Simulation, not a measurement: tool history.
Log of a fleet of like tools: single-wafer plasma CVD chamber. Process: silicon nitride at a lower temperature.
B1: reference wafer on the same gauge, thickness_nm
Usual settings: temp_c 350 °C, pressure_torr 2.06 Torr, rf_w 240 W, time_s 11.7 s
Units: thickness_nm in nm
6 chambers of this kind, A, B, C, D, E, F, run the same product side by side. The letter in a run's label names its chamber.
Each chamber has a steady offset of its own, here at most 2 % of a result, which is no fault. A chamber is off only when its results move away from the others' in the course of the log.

run 1A day=0.475 | temp_c=350 pressure_torr=2.06 rf_w=240 time_s=11.7 | B1=12.007 | thickness_nm=12.542
run 2E day=0.746 | temp_c=350 pressure_torr=2.06 rf_w=240 time_s=11.7 | B1=11.998 | thickness_nm=12.758
run 3F day=1.062 | temp_c=350 pressure_torr=2.06 rf_w=240 time_s=11.7 | B1=11.994 | thickness_nm=12.686
run 4D day=1.367 | temp_c=350 pressure_torr=2.06 rf_w=240 time_s=11.7 | B1=12.005 | thickness_nm=12.674
run 5C day=1.700 | temp_c=350 pressure_torr=2.06 rf_w=240 time_s=11.7 | B1=11.994 | thickness_nm=12.741
run 6B day=2.083 | temp_c=350 pressure_torr=2.06 rf_w=240 time_s=11.7 | B1=11.995 | thickness_nm=12.329
run 7A day=2.446 | temp_c=350 pressure_torr=2.06 rf_w=240 time_s=11.7 | B1=11.989 | thickness_nm=12.657
run 8D day=2.675 | temp_c=350 pressure_torr=2.06 rf_w=240 time_s=11.7 | B1=11.992 | thickness_nm=12.680
run 9E day=3.138 | temp_c=350 pressure_torr=2.06 rf_w=240 time_s=11.7 | B1=11.993 | thickness_nm=12.780
run 10F day=3.604 | temp_c=350 pressure_torr=2.46 rf_w=240 time_s=11.7 | B1=12.006 | thickness_nm=13.176
run 11C day=3.838 | temp_c=350 pressure_torr=2.46 rf_w=240 time_s=11.7 | B1=11.996 | thickness_nm=13.303
-- day=4.296 chamber B: capacitance manometer re-zeroed and calibrated
run 12B day=4.354 | temp_c=350 pressure_torr=2.46 rf_w=240 time_s=11.7 | B1=11.995 | thickness_nm=12.950
run 13F day=4.625 | temp_c=350 pressure_torr=2.46 rf_w=240 time_s=11.7 | B1=11.993 | thickness_nm=13.080
run 14C day=5.092 | temp_c=350 pressure_torr=2.46 rf_w=240 time_s=11.7 | B1=12.001 | thickness_nm=13.232
-- day=5.525 chamber F: capacitance manometer re-zeroed and calibrated
run 15B day=5.583 | temp_c=350 pressure_torr=2.46 rf_w=240 time_s=11.7 | B1=11.994 | thickness_nm=12.925
run 16D day=6.012 | temp_c=358 pressure_torr=2.06 rf_w=240 time_s=11.7 | B1=12.004 | thickness_nm=12.629
-- day=6.208 chamber A: RF generator calibrated
run 17E day=6.425 | temp_c=358 pressure_torr=2.06 rf_w=240 time_s=11.7 | B1=12.009 | thickness_nm=12.712
run 18A day=6.696 | temp_c=358 pressure_torr=2.06 rf_w=240 time_s=11.7 | B1=11.996 | thickness_nm=12.547
run 19D day=7.146 | temp_c=358 pressure_torr=2.06 rf_w=240 time_s=11.7 | B1=12.008 | thickness_nm=12.508
-- day=7.346 chamber E: thermocouple changed; heater temperature recalibrated
run 20E day=7.650 | temp_c=358 pressure_torr=2.06 rf_w=240 time_s=11.7 | B1=12.013 | thickness_nm=12.593
run 21B day=7.904 | temp_c=358 pressure_torr=2.06 rf_w=240 time_s=11.7 | B1=12.000 | thickness_nm=12.263
run 22C day=8.375 | temp_c=350 pressure_torr=2.06 rf_w=240 time_s=11.7 | B1=12.005 | thickness_nm=12.695
run 23F day=8.733 | temp_c=350 pressure_torr=2.06 rf_w=215 time_s=10.9 | B1=12.004 | thickness_nm=10.647
run 24A day=9.096 | temp_c=350 pressure_torr=2.06 rf_w=215 time_s=10.9 | B1=12.008 | thickness_nm=10.847
run 25C day=9.558 | temp_c=350 pressure_torr=2.06 rf_w=215 time_s=10.9 | B1=11.999 | thickness_nm=10.923
run 26D day=9.888 | temp_c=350 pressure_torr=2.06 rf_w=215 time_s=10.9 | B1=11.996 | thickness_nm=10.827
run 27F day=10.200 | temp_c=350 pressure_torr=2.06 rf_w=215 time_s=10.9 | B1=12.002 | thickness_nm=10.584
run 28A day=10.500 | temp_c=350 pressure_torr=2.06 rf_w=215 time_s=10.9 | B1=11.999 | thickness_nm=10.924
run 29E day=10.954 | temp_c=350 pressure_torr=2.06 rf_w=240 time_s=11.7 | B1=12.001 | thickness_nm=12.768
-- day=11.179 chamber A: capacitance manometer re-zeroed and calibrated
run 30B day=11.242 | temp_c=350 pressure_torr=2.06 rf_w=240 time_s=11.7 | B1=12.008 | thickness_nm=12.309
run 31C day=11.579 | temp_c=350 pressure_torr=2.06 rf_w=240 time_s=11.7 | B1=12.006 | thickness_nm=12.694
run 32A day=11.888 | temp_c=350 pressure_torr=2.06 rf_w=240 time_s=11.7 | B1=12.013 | thickness_nm=12.661
run 33D day=12.242 | temp_c=350 pressure_torr=2.06 rf_w=240 time_s=11.7 | B1=11.998 | thickness_nm=12.690
run 34E day=12.646 | temp_c=350 pressure_torr=2.06 rf_w=240 time_s=11.7 | B1=12.001 | thickness_nm=12.767
run 35F day=13.133 | temp_c=361 pressure_torr=1.82 rf_w=240 time_s=11.7 | B1=11.998 | thickness_nm=11.858
run 36B day=13.579 | temp_c=361 pressure_torr=1.82 rf_w=240 time_s=11.7 | B1=12.002 | thickness_nm=11.896
run 37E day=13.825 | temp_c=361 pressure_torr=1.82 rf_w=240 time_s=11.7 | B1=12.001 | thickness_nm=12.239
run 38F day=14.312 | temp_c=361 pressure_torr=1.82 rf_w=240 time_s=11.7 | B1=12.008 | thickness_nm=11.807
run 39B day=14.629 | temp_c=361 pressure_torr=1.82 rf_w=240 time_s=11.7 | B1=11.996 | thickness_nm=11.976
run 40D day=14.871 | temp_c=361 pressure_torr=1.82 rf_w=240 time_s=11.7 | B1=11.996 | thickness_nm=12.162
run 41A day=15.288 | temp_c=350 pressure_torr=2.06 rf_w=240 time_s=11.7 | B1=12.001 | thickness_nm=12.659
run 42C day=15.533 | temp_c=350 pressure_torr=2.06 rf_w=240 time_s=11.7 | B1=12.002 | thickness_nm=12.748
run 43F day=15.833 | temp_c=350 pressure_torr=2.06 rf_w=240 time_s=11.7 | B1=12.002 | thickness_nm=12.156

What goes on in this fleet: one chamber off, a drifting gauge, or nothing beyond the chambers' own small offsets? Name the chamber and the cause, if any.

Chamber F drifts away from the others.
Cause: delivered RF power below the setpoint (%) = 4.94.

Here are 4 candidates for chamber F's next run, each the usual settings with a change, their results left as question marks. Which one brings its results back in line with what the others give on the usual settings?
In line means no further than this from the other chambers' mean on the usual settings: thickness_nm 0.140 nm
run 44F-1 day=16.208 | temp_c=350 pressure_torr=2.07 rf_w=245 time_s=11.9 | thickness_nm=?
run 44F-2 day=16.208 | temp_c=350 pressure_torr=2.06 rf_w=220 time_s=11.7 | thickness_nm=?
run 44F-3 day=16.208 | temp_c=350 pressure_torr=2.06 rf_w=250 time_s=12.2 | thickness_nm=?
run 44F-4 day=16.208 | temp_c=350 pressure_torr=2.05 rf_w=235 time_s=11.5 | thickness_nm=?

The other chambers' mean on the usual settings: thickness_nm 12.619 nm
run=44F-1 thickness_nm=12.575
run=44F-2 thickness_nm=11.393
run=44F-3 thickness_nm=13.063
run=44F-4 thickness_nm=11.753
44F-1 brings the chamber back in line.
